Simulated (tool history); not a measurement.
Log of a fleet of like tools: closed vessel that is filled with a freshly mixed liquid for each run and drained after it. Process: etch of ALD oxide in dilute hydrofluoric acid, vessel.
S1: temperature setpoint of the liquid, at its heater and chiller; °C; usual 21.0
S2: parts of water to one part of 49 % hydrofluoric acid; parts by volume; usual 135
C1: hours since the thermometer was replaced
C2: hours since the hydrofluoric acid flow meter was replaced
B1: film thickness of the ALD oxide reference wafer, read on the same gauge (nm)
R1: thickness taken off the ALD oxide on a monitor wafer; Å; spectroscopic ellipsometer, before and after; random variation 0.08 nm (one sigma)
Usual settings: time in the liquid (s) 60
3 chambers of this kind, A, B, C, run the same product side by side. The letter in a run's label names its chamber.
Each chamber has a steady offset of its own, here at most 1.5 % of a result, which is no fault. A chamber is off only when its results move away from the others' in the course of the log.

{"run": "1A", "hour": 8.5, "S1": 21.0, "S2": 135, "time in the liquid (s)": 60, "C1": 1990.8, "C2": 786.0, "B1": 109.99, "R1": 90.156}
{"run": "2C", "hour": 18.8, "S1": 21.0, "S2": 135, "time in the liquid (s)": 60, "C1": 774.7, "C2": 264.8, "B1": 109.99, "R1": 89.845}
{"run": "3B", "hour": 26.8, "S1": 21.0, "S2": 135, "time in the liquid (s)": 60, "C1": 1063.8, "C2": 352.6, "B1": 109.98, "R1": 89.367}
{"run": "4A", "hour": 34.7, "S1": 21.0, "S2": 135, "time in the liquid (s)": 60, "C1": 2017.0, "C2": 812.2, "B1": 110.02, "R1": 89.882}
{"run": "5C", "hour": 46.6, "S1": 21.0, "S2": 135, "time in the liquid (s)": 60, "C1": 802.5, "C2": 292.6, "B1": 110.02, "R1": 90.653}
{"hour": 52.4, "done": "chamber C: thermometer replaced"}
{"run": "6B", "hour": 55.8, "S1": 21.0, "S2": 135, "time in the liquid (s)": 60, "C1": 1092.8, "C2": 381.6, "B1": 109.94, "R1": 86.672}
{"run": "7C", "hour": 65.0, "S1": 21.0, "S2": 135, "time in the liquid (s)": 60, "C1": 12.7, "C2": 311.0, "B1": 110.0, "R1": 89.494}
{"run": "8B", "hour": 76.6, "S1": 21.0, "S2": 135, "time in the liquid (s)": 60, "C1": 1113.6, "C2": 402.4, "B1": 110.0, "R1": 87.58}
{"run": "9A", "hour": 83.8, "S1": 21.0, "S2": 135, "time in the liquid (s)": 60, "C1": 2066.1, "C2": 861.3, "B1": 109.95, "R1": 89.98}
{"run": "10A", "hour": 95.6, "S1": 21.0, "S2": 135, "time in the liquid (s)": 60, "C1": 2077.9, "C2": 873.1, "B1": 110.04, "R1": 89.376}
{"run": "11B", "hour": 103.0, "S1": 21.0, "S2": 135, "time in the liquid (s)": 60, "C1": 1140.0, "C2": 428.8, "B1": 110.0, "R1": 88.35}
{"run": "12C", "hour": 111.7, "S1": 21.0, "S2": 135, "time in the liquid (s)": 60, "C1": 59.4, "C2": 357.7, "B1": 109.99, "R1": 89.22}
{"run": "13B", "hour": 119.9, "S1": 21.0, "S2": 185, "time in the liquid (s)": 35, "C1": 1156.9, "C2": 445.7, "B1": 110.04, "R1": 35.568}
{"run": "14A", "hour": 126.4, "S1": 21.0, "S2": 185, "time in the liquid (s)": 35, "C1": 2108.7, "C2": 903.9, "B1": 109.99, "R1": 36.184}
{"run": "15C", "hour": 134.4, "S1": 21.0, "S2": 185, "time in the liquid (s)": 35, "C1": 82.1, "C2": 380.4, "B1": 109.95, "R1": 35.392}
{"run": "16A", "hour": 145.7, "S1": 21.0, "S2": 135, "time in the liquid (s)": 60, "C1": 2128.0, "C2": 923.2, "B1": 109.95, "R1": 90.922}
{"run": "17C", "hour": 152.8, "S1": 21.0, "S2": 135, "time in the liquid (s)": 60, "C1": 100.5, "C2": 398.8, "B1": 109.98, "R1": 89.23}
{"run": "18B", "hour": 161.3, "S1": 21.0, "S2": 135, "time in the liquid (s)": 60, "C1": 1198.3, "C2": 487.1, "B1": 110.02, "R1": 87.983}
{"run": "19A", "hour": 170.8, "S1": 21.0, "S2": 135, "time in the liquid (s)": 60, "C1": 2153.1, "C2": 948.3, "B1": 109.99, "R1": 89.824}
{"run": "20C", "hour": 179.2, "S1": 21.0, "S2": 135, "time in the liquid (s)": 60, "C1": 126.9, "C2": 425.2, "B1": 109.96, "R1": 90.46}
{"run": "21B", "hour": 190.3, "S1": 21.0, "S2": 135, "time in the liquid (s)": 75, "C1": 1227.3, "C2": 516.1, "B1": 110.0, "R1": 109.26}
{"run": "22A", "hour": 198.6, "S1": 21.0, "S2": 135, "time in the liquid (s)": 75, "C1": 2180.9, "C2": 976.1, "B1": 109.96, "R1": 111.74}
{"run": "23B", "hour": 210.0, "S1": 21.0, "S2": 135, "time in the liquid (s)": 75, "C1": 1247.0, "C2": 535.8, "B1": 110.01, "R1": 110.31}
{"run": "24C", "hour": 216.8, "S1": 19.5, "S2": 135, "time in the liquid (s)": 75, "C1": 164.5, "C2": 462.8, "B1": 110.0, "R1": 106.24}
{"run": "25A", "hour": 223.8, "S1": 19.5, "S2": 135, "time in the liquid (s)": 75, "C1": 2206.1, "C2": 1001.3, "B1": 110.05, "R1": 105.92}

All 3 chambers run these settings next. Forecast each chamber's results:
{"run": "26A", "hour": 232.9, "S1": 21.0, "S2": 135, "time in the liquid (s)": 60, "R1": "?"}
{"run": "26B", "hour": 232.9, "S1": 21.0, "S2": 135, "time in the liquid (s)": 60, "R1": "?"}
{"run": "26C", "hour": 232.9, "S1": 21.0, "S2": 135, "time in the liquid (s)": 60, "R1": "?"}

run=26A R1=89.692
run=26B R1=88.848
run=26C R1=89.095
